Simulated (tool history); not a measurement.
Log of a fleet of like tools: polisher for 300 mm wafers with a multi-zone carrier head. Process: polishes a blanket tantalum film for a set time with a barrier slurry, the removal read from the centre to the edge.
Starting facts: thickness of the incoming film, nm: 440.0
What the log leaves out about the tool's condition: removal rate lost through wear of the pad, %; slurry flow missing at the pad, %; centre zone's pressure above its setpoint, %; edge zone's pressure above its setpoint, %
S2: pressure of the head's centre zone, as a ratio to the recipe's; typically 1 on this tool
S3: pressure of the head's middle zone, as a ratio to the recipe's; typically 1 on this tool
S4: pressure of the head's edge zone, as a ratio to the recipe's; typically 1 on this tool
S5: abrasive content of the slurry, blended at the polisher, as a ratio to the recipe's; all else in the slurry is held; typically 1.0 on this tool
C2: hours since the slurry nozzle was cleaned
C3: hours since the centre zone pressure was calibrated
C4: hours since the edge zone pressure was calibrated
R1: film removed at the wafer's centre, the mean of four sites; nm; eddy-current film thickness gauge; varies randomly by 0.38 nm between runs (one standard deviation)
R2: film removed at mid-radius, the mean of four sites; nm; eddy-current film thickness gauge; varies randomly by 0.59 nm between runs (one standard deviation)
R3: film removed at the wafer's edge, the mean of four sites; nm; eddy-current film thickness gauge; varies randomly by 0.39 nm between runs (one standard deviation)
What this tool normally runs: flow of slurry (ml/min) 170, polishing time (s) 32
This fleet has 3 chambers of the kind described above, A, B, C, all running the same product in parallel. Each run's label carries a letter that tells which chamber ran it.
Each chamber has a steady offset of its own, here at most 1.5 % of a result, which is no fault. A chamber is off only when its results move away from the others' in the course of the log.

At hour 4.6: chamber C: worn pad replaced by a new one.
Run 1C, hour 5.8: usual settings; wafers polished on this pad 8; C2 279.5; C3 374.5; C4 81.7. Result: R1 42.453 nm, R2 40.453 nm, R3 41.003 nm.
Run 2A, hour 12.3: usual settings; wafers polished on this pad 539; C2 278.5; C3 507.6; C4 317.9. Result: R1 41.999 nm, R2 42.153 nm, R3 42.019 nm.
Run 3B, hour 19.7: usual settings; wafers polished on this pad 644; C2 124.8; C3 372.5; C4 826.7. Result: R1 41.028 nm, R2 40.982 nm, R3 41.598 nm.
Run 4C, hour 26.6: usual settings; wafers polished on this pad 164; C2 300.3; C3 395.3; C4 102.5. Result: R1 42.059 nm, R2 42.267 nm, R3 42.372 nm.
Run 5A, hour 30.3: usual settings; wafers polished on this pad 673; C2 296.5; C3 525.6; C4 335.9. Result: R1 41.326 nm, R2 41.272 nm, R3 42.406 nm.
Run 6B, hour 33.7: usual settings; wafers polished on this pad 748; C2 138.8; C3 386.5; C4 840.7. Result: R1 41.880 nm, R2 41.526 nm, R3 41.625 nm.
Run 7B, hour 37.9: usual settings; wafers polished on this pad 780; C2 143.0; C3 390.7; C4 844.9. Result: R1 41.872 nm, R2 42.114 nm, R3 41.024 nm.
At hour 39.5: chamber A: worn pad replaced by a new one.
Run 8C, hour 42.1: usual settings; wafers polished on this pad 279; C2 315.8; C3 410.8; C4 118.0. Result: R1 41.808 nm, R2 40.059 nm, R3 41.886 nm.
Run 9A, hour 48.1: usual settings; wafers polished on this pad 64; C2 314.3; C3 543.4; C4 353.7. Result: R1 41.742 nm, R2 42.545 nm, R3 41.652 nm.
Run 10B, hour 51.7: usual settings; wafers polished on this pad 882; C2 156.8; C3 404.5; C4 858.7. Result: R1 41.373 nm, R2 41.888 nm, R3 41.710 nm.
Run 11A, hour 56.6: usual settings; wafers polished on this pad 127; C2 322.8; C3 551.9; C4 362.2. Result: R1 41.209 nm, R2 42.845 nm, R3 41.909 nm.
Run 12C, hour 62.4: usual settings; wafers polished on this pad 431; C2 336.1; C3 431.1; C4 138.3. Result: R1 41.938 nm, R2 42.347 nm, R3 42.047 nm.
Run 13B, hour 69.0: usual settings; wafers polished on this pad 1012; C2 174.1; C3 421.8; C4 876.0. Result: R1 40.775 nm, R2 40.233 nm, R3 40.740 nm.
At hour 70.5: chamber C: centre zone pressure recalibrated.
Run 14A, hour 74.4: usual settings but S5 1.1, polishing time (s) 38; wafers polished on this pad 260; C2 340.6; C3 569.7; C4 380.0. Result: R1 50.026 nm, R2 51.436 nm, R3 51.788 nm.
Run 15C, hour 80.0: usual settings but S5 1.1, polishing time (s) 38; wafers polished on this pad 562; C2 353.7; C3 9.5; C4 155.9. Result: R1 51.499 nm, R2 50.452 nm, R3 50.800 nm.
Run 16A, hour 84.6: usual settings but S5 1.1, polishing time (s) 38; wafers polished on this pad 336; C2 350.8; C3 579.9; C4 390.2. Result: R1 51.216 nm, R2 50.896 nm, R3 50.606 nm.
Run 17C, hour 91.5: usual settings but flow of slurry (ml/min) 200; wafers polished on this pad 648; C2 365.2; C3 21.0; C4 167.4. Result: R1 42.465 nm, R2 41.199 nm, R3 42.841 nm.
At hour 93.5: chamber C: worn pad replaced by a new one.
At hour 97.5: chamber B: worn pad replaced by a new one.
Run 18B, hour 97.8: usual settings but flow of slurry (ml/min) 200; wafers polished on this pad 2; C2 202.9; C3 450.6; C4 904.8. Result: R1 41.360 nm, R2 40.958 nm, R3 41.985 nm.
Run 19C, hour 103.4: usual settings but flow of slurry (ml/min) 200; wafers polished on this pad 74; C2 377.1; C3 32.9; C4 179.3. Result: R1 43.468 nm, R2 41.962 nm, R3 42.965 nm.
Run 20A, hour 109.0: usual settings; wafers polished on this pad 518; C2 375.2; C3 604.3; C4 414.6. Result: R1 41.119 nm, R2 42.039 nm, R3 41.035 nm.
Run 21B, hour 116.5: usual settings; wafers polished on this pad 142; C2 221.6; C3 469.3; C4 923.5. Result: R1 39.738 nm, R2 39.759 nm, R3 40.465 nm.
Run 22C, hour 120.2: usual settings; wafers polished on this pad 199; C2 393.9; C3 49.7; C4 196.1. Result: R1 42.062 nm, R2 41.222 nm, R3 42.194 nm.
Run 23B, hour 126.1: usual settings; wafers polished on this pad 213; C2 231.2; C3 478.9; C4 933.1. Result: R1 39.964 nm, R2 39.620 nm, R3 40.343 nm.
At hour 128.3: chamber B: edge zone pressure recalibrated.
Run 24A, hour 132.8: usual settings; wafers polished on this pad 695; C2 399.0; C3 628.1; C4 438.4. Result: R1 41.761 nm, R2 42.549 nm, R3 41.263 nm.
Run 25B, hour 138.6: usual settings but flow of slurry (ml/min) 115, polishing time (s) 25; wafers polished on this pad 306; C2 243.7; C3 491.4; C4 10.3. Result: R1 27.005 nm, R2 27.569 nm, R3 29.571 nm.
Run 26C, hour 143.5: usual settings but flow of slurry (ml/min) 115, polishing time (s) 25; wafers polished on this pad 373; C2 417.2; C3 73.0; C4 219.4. Result: R1 29.961 nm, R2 29.728 nm, R3 31.273 nm.
Run 27A, hour 146.8: usual settings but flow of slurry (ml/min) 115, polishing time (s) 25; wafers polished on this pad 800; C2 413.0; C3 642.1; C4 452.4. Result: R1 29.057 nm, R2 30.744 nm, R3 30.807 nm.
Run 28C, hour 154.2: usual settings; wafers polished on this pad 452; C2 427.9; C3 83.7; C4 230.1. Result: R1 42.147 nm, R2 41.298 nm, R3 42.588 nm.
Run 29B, hour 159.0: usual settings; wafers polished on this pad 459; C2 264.1; C3 511.8; C4 30.7. Result: R1 38.663 nm, R2 39.584 nm, R3 39.861 nm.
Run 30A, hour 162.8: usual settings; wafers polished on this pad 919; C2 429.0; C3 658.1; C4 468.4. Result: R1 41.021 nm, R2 43.131 nm, R3 42.057 nm.
Run 31C, hour 166.2: usual settings but flow of slurry (ml/min) 200, polishing time (s) 36; wafers polished on this pad 542; C2 439.9; C3 95.7; C4 242.1. Result: R1 48.849 nm, R2 47.551 nm, R3 48.619 nm.

Is one chamber out of step, is the gauge drifting, or do the chambers differ by no more than their own small offsets? For an off chamber, give its letter and the likeliest cause.

It is chamber B that slowly wanders off from its peers.
Cause: slurry flow missing at the pad, % = 32.6.

Chamber B could run next with any of the 4 candidate recipes listed below; each alters the usual settings, and their results appear as question marks. Which one brings its results back in line with what the other chambers deliver on the usual settings?
A result is in line if it is within this distance of the other chambers' mean on the usual settings: R1 1.300 nm; R2 2.100 nm; R3 1.400 nm
Run 32B-1, hour 171.7: usual settings but flow of slurry (ml/min) 165, S2 0.99, S4 1.01, polishing time (s) 31. Result: R1 ?, R2 ?, R3 ?.
Run 32B-2, hour 171.7: usual settings but flow of slurry (ml/min) 175, S2 1.02, S3 1.01, S4 0.99, polishing time (s) 34. Result: R1 ?, R2 ?, R3 ?.
Run 32B-3, hour 171.7: usual settings but flow of slurry (ml/min) 175, S2 1.01, S4 0.99, polishing time (s) 33. Result: R1 ?, R2 ?, R3 ?.
Run 32B-4, hour 171.7: usual settings but flow of slurry (ml/min) 165, S2 0.98, S3 0.99, S4 1.01, polishing time (s) 30. Result: R1 ?, R2 ?, R3 ?.

Usual-settings mean across the other chambers: R1 41.851 nm; R2 41.980 nm; R3 41.877 nm
  run      R1      R2      R3
32B-1  36.070  37.319  38.389
32B-2  41.563  41.880  42.058
32B-3  39.899  40.285  40.827
32B-4  34.512  35.789  37.156
Change 32B-2 lands the chamber within the allowed miss of the other chambers.
